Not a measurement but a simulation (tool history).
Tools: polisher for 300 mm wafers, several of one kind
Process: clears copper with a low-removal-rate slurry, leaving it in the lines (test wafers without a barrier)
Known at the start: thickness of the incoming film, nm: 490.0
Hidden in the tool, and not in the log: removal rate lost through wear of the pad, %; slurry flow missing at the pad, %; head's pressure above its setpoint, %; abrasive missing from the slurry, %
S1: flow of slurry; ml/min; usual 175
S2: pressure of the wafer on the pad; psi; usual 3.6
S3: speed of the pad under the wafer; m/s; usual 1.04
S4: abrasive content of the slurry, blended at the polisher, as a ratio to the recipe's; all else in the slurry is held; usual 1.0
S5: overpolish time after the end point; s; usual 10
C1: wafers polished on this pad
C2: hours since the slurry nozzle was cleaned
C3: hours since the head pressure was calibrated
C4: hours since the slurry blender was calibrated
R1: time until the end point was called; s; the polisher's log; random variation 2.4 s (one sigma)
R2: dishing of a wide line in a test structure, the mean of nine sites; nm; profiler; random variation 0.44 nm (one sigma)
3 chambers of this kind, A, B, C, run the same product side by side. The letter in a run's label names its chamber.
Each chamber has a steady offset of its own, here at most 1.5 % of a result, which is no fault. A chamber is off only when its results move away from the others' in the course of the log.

Run 1C, day 0.271: usual settings; C1 1227; C2 660.4; C3 453.2; C4 57.0. Result: R1 145.09 s, R2 23.356 nm.
At day 0.546: chamber B: slurry blender recalibrated.
Run 2B, day 0.729: usual settings; C1 677; C2 191.4; C3 164.0; C4 4.5. Result: R1 143.85 s, R2 23.190 nm.
Run 3A, day 1.188: usual settings; C1 591; C2 957.9; C3 146.7; C4 56.8. Result: R1 145.67 s, R2 22.893 nm.
At day 1.538: chamber C: worn pad replaced by a new one.
Run 4C, day 1.650: usual settings; C1 28; C2 693.5; C3 486.3; C4 90.1. Result: R1 142.75 s, R2 24.079 nm.
Run 5B, day 2.092: usual settings but S2 4.0 psi, S4 1.2; C1 1004; C2 224.1; C3 196.7; C4 37.2. Result: R1 123.11 s, R2 27.257 nm.
At day 2.125: chamber A: slurry nozzle cleaned.
Run 6A, day 2.500: usual settings but S2 4.0 psi, S4 1.2; C1 906; C2 9.0; C3 178.2; C4 88.3. Result: R1 123.74 s, R2 26.256 nm.
At day 2.779: chamber C: slurry blender recalibrated.
At day 2.854: chamber B: worn pad replaced by a new one.
Run 7B, day 2.858: usual settings but S2 4.0 psi, S4 1.2; C1 1; C2 242.5; C3 215.1; C4 55.6. Result: R1 124.30 s, R2 26.351 nm.
Run 8C, day 3.204: usual settings; C1 401; C2 730.8; C3 523.6; C4 10.3. Result: R1 141.62 s, R2 23.437 nm.
Run 9A, day 3.521: usual settings; C1 1152; C2 33.5; C3 202.7; C4 112.8. Result: R1 146.29 s, R2 23.022 nm.
Run 10B, day 4.008: usual settings; C1 278; C2 270.1; C3 242.7; C4 83.2. Result: R1 146.66 s, R2 23.851 nm.
Run 11A, day 4.433: usual settings; C1 1371; C2 55.4; C3 224.6; C4 134.7. Result: R1 144.83 s, R2 23.176 nm.
Run 12C, day 4.696: usual settings but S1 205 ml/min; C1 760; C2 766.6; C3 559.4; C4 46.1. Result: R1 140.79 s, R2 23.482 nm.
At day 4.942: chamber C: slurry nozzle cleaned.
At day 4.979: chamber A: worn pad replaced by a new one.
Run 13B, day 5.033: usual settings but S1 205 ml/min; C1 524; C2 294.7; C3 267.3; C4 107.8. Result: R1 144.34 s, R2 24.733 nm.
Run 14A, day 5.529: usual settings but S1 205 ml/min; C1 132; C2 81.7; C3 250.9; C4 161.0. Result: R1 139.93 s, R2 23.786 nm.
Run 15C, day 5.871: usual settings; C1 1043; C2 22.3; C3 587.6; C4 74.3. Result: R1 143.16 s, R2 23.652 nm.
Run 16C, day 6.267: usual settings; C1 1138; C2 31.8; C3 597.1; C4 83.8. Result: R1 142.30 s, R2 23.229 nm.
At day 6.638: chamber C: worn pad replaced by a new one.
Run 17A, day 6.725: usual settings; C1 420; C2 110.4; C3 279.6; C4 189.7. Result: R1 141.76 s, R2 23.941 nm.
Run 18B, day 7.033: usual settings but S3 1.22 m/s, S5 16 s; C1 1005; C2 342.7; C3 315.3; C4 155.8. Result: R1 123.21 s, R2 38.366 nm.
At day 7.296: chamber B: worn pad replaced by a new one.
Run 19C, day 7.492: usual settings but S3 1.22 m/s, S5 16 s; C1 206; C2 61.2; C3 626.5; C4 113.2. Result: R1 121.25 s, R2 38.594 nm.
Run 20B, day 7.812: usual settings but S3 1.22 m/s, S5 16 s; C1 124; C2 361.4; C3 334.0; C4 174.5. Result: R1 119.84 s, R2 39.480 nm.
At day 7.867: chamber B: slurry blender recalibrated.
At day 8.021: chamber C: slurry blender recalibrated.
Run 21A, day 8.192: usual settings but S2 2.5 psi, S3 0.92 m/s; C1 773; C2 145.6; C3 314.8; C4 224.9. Result: R1 221.65 s, R2 15.659 nm.
Run 22B, day 8.408: usual settings but S2 2.5 psi, S3 0.92 m/s; C1 268; C2 375.7; C3 348.3; C4 13.1. Result: R1 230.87 s, R2 15.026 nm.
Run 23C, day 8.896: usual settings but S2 2.5 psi, S3 0.92 m/s; C1 544; C2 94.9; C3 660.2; C4 21.0. Result: R1 237.79 s, R2 15.040 nm.
Run 24A, day 9.383: usual settings; C1 1059; C2 174.2; C3 343.4; C4 253.5. Result: R1 138.04 s, R2 24.466 nm.
Run 25B, day 9.838: usual settings; C1 611; C2 410.0; C3 382.6; C4 47.4. Result: R1 147.69 s, R2 23.498 nm.
At day 10.158: chamber A: worn pad replaced by a new one.
Run 26A, day 10.283: usual settings; C1 30; C2 195.8; C3 365.0; C4 275.1. Result: R1 131.56 s, R2 24.769 nm.
Run 27C, day 10.562: usual settings; C1 945; C2 134.9; C3 700.2; C4 61.0. Result: R1 142.21 s, R2 23.886 nm.
Run 28C, day 10.962: usual settings; C1 1041; C2 144.5; C3 709.8; C4 70.6. Result: R1 141.12 s, R2 23.481 nm.
At day 11.196: chamber A: slurry blender recalibrated.
Run 29B, day 11.271: usual settings; C1 956; C2 444.4; C3 417.0; C4 81.8. Result: R1 146.33 s, R2 23.828 nm.
Run 30A, day 11.571: usual settings; C1 340; C2 226.7; C3 395.9; C4 9.0. Result: R1 136.57 s, R2 24.843 nm.
At day 11.721: chamber C: worn pad replaced by a new one.
At day 12.038: chamber B: worn pad replaced by a new one.
Run 31B, day 12.054: usual settings but S2 4.7 psi, S3 0.82 m/s; C1 4; C2 463.2; C3 435.8; C4 100.6. Result: R1 139.25 s, R2 23.205 nm.
Run 32C, day 12.529: usual settings but S2 4.7 psi, S3 0.82 m/s; C1 194; C2 182.1; C3 747.4; C4 108.2. Result: R1 139.04 s, R2 24.771 nm.
Run 33A, day 12.779: usual settings but S2 4.7 psi, S3 0.82 m/s; C1 631; C2 255.7; C3 424.9; C4 38.0. Result: R1 123.53 s, R2 25.602 nm.
Run 34B, day 13.133: usual settings; C1 264; C2 489.1; C3 461.7; C4 126.5. Result: R1 148.20 s, R2 23.013 nm.

All 3 chambers run these settings next. Forecast each chamber's results:
Run 35A, day 13.492: usual settings. Result: R1 ?, R2 ?.
Run 35B, day 13.492: usual settings. Result: R1 ?, R2 ?.
Run 35C, day 13.492: usual settings. Result: R1 ?, R2 ?.

run      R1      R2
35A  132.70  24.463
35B  143.68  22.346
35C  140.38  23.188
